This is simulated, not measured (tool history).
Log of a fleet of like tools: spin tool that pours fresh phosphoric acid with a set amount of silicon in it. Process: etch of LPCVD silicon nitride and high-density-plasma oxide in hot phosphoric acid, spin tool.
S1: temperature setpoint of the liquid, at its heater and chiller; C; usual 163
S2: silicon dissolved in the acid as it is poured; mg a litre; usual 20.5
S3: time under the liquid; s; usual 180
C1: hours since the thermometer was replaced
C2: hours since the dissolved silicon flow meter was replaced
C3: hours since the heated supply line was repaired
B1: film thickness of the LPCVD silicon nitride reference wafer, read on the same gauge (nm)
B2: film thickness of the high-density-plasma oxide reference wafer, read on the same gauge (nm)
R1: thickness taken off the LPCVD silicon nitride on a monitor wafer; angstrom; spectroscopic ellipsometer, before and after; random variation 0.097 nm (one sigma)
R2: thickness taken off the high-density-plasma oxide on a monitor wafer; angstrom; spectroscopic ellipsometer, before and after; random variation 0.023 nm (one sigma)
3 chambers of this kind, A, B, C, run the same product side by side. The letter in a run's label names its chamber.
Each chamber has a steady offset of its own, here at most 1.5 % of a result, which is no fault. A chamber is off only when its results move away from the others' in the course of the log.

| run | day | S1 | S2 | S3 | C1 | C2 | C3 | B1 | B2 | R1 | R2 |
|---|---|---|---|---|---|---|---|---|---|---|---|
| 1C | 0.333 | 163 | 20.5 | 180 | 347.6 | 837.6 | 2413.2 | 130.04 | 70.017 | 183.500 | 6.7685 |
| 2B | 0.638 | 163 | 20.5 | 180 | 463.3 | 940.0 | 1130.7 | 130.00 | 70.012 | 184.330 | 6.7223 |
| 3A | 1.142 | 163 | 20.5 | 180 | 640.9 | 1231.2 | 564.0 | 129.99 | 70.019 | 184.470 | 7.2106 |
| 4C | 1.396 | 163 | 20.5 | 180 | 373.1 | 863.1 | 2438.7 | 129.98 | 70.021 | 183.540 | 6.6416 |
| 5B | 1.692 | 163 | 20.5 | 180 | 488.6 | 965.3 | 1156.0 | 130.00 | 70.003 | 185.540 | 6.6736 |
| 6A | 2.100 | 163 | 20.5 | 180 | 663.9 | 1254.2 | 587.0 | 129.98 | 69.995 | 184.260 | 6.7034 |
| 7B | 2.583 | 163 | 20.5 | 180 | 510.0 | 986.7 | 1177.4 | 130.00 | 69.975 | 185.830 | 6.4274 |
| 8C | 3.083 | 163 | 20.5 | 100 | 413.6 | 903.6 | 2479.2 | 129.99 | 70.001 | 102.850 | 3.7055 |
| 9A | 3.500 | 163 | 20.5 | 100 | 697.5 | 1287.8 | 620.6 | 130.00 | 70.006 | 101.520 | 3.6929 |
| 10A | 3.979 | 163 | 20.5 | 100 | 709.0 | 1299.3 | 632.1 | 130.04 | 70.014 | 102.130 | 3.5925 |
| 11C | 4.471 | 163 | 20.5 | 180 | 446.9 | 936.9 | 2512.5 | 130.02 | 69.995 | 185.600 | 6.5072 |
| 12B | 4.808 | 166 | 20.5 | 100 | 563.4 | 1040.1 | 1230.8 | 130.02 | 69.986 | 113.220 | 4.7214 |
| 13C | 5.200 | 166 | 20.5 | 100 | 464.4 | 954.4 | 2530.0 | 129.97 | 70.003 | 112.640 | 4.6944 |
| 14B | 5.425 | 166 | 20.5 | 100 | 578.2 | 1054.9 | 1245.6 | 130.00 | 69.989 | 113.440 | 4.6489 |
| 15A | 5.912 | 163 | 20.5 | 180 | 755.4 | 1345.7 | 678.5 | 130.03 | 70.005 | 184.800 | 6.5759 |
| 16A | 6.379 | 163 | 20.5 | 180 | 766.6 | 1356.9 | 689.7 | 129.98 | 69.994 | 183.710 | 6.8359 |
| 17B | 6.604 | 163 | 10.0 | 75 | 606.5 | 1083.2 | 1273.9 | 129.99 | 70.007 | 77.961 | 3.6204 |
| 18C | 6.946 | 163 | 10.0 | 75 | 506.3 | 996.3 | 2571.9 | 130.00 | 70.012 | 76.959 | 3.5907 |
| 19C | 7.396 | 163 | 10.0 | 75 | 517.1 | 1007.1 | 2582.7 | 129.97 | 70.015 | 77.309 | 3.6286 |
| 20B | 7.771 | 163 | 20.5 | 180 | 634.5 | 1111.2 | 1301.9 | 130.01 | 69.984 | 185.240 | 6.9234 |
|  | 7.871 | chamber C: thermometer replaced |
| 21A | 8.150 | 163 | 20.5 | 180 | 809.1 | 1399.4 | 732.2 | 130.03 | 70.000 | 184.650 | 6.2428 |
| 22A | 8.600 | 163 | 20.5 | 180 | 819.9 | 1410.2 | 743.0 | 130.01 | 70.016 | 183.280 | 6.5896 |
|  | 8.704 | chamber B: thermometer replaced |
| 23C | 8.908 | 163 | 20.5 | 180 | 24.9 | 1043.4 | 2619.0 | 130.05 | 70.012 | 186.310 | 6.5612 |
| 24B | 9.212 | 163 | 20.5 | 180 | 12.2 | 1145.8 | 1336.5 | 130.00 | 70.005 | 186.380 | 6.8778 |
| 25B | 9.450 | 163 | 20.5 | 180 | 17.9 | 1151.5 | 1342.2 | 129.99 | 69.981 | 184.900 | 7.0211 |
| 26A | 9.700 | 163 | 20.5 | 180 | 846.3 | 1436.6 | 769.4 | 130.05 | 69.987 | 183.160 | 6.6864 |

Is one chamber off against the others, does the gauge drift, or is nothing wrong? If a chamber is off, say which, and what the likeliest cause is.

No chamber stands off beyond its own small offset, and the gauge holds steady.
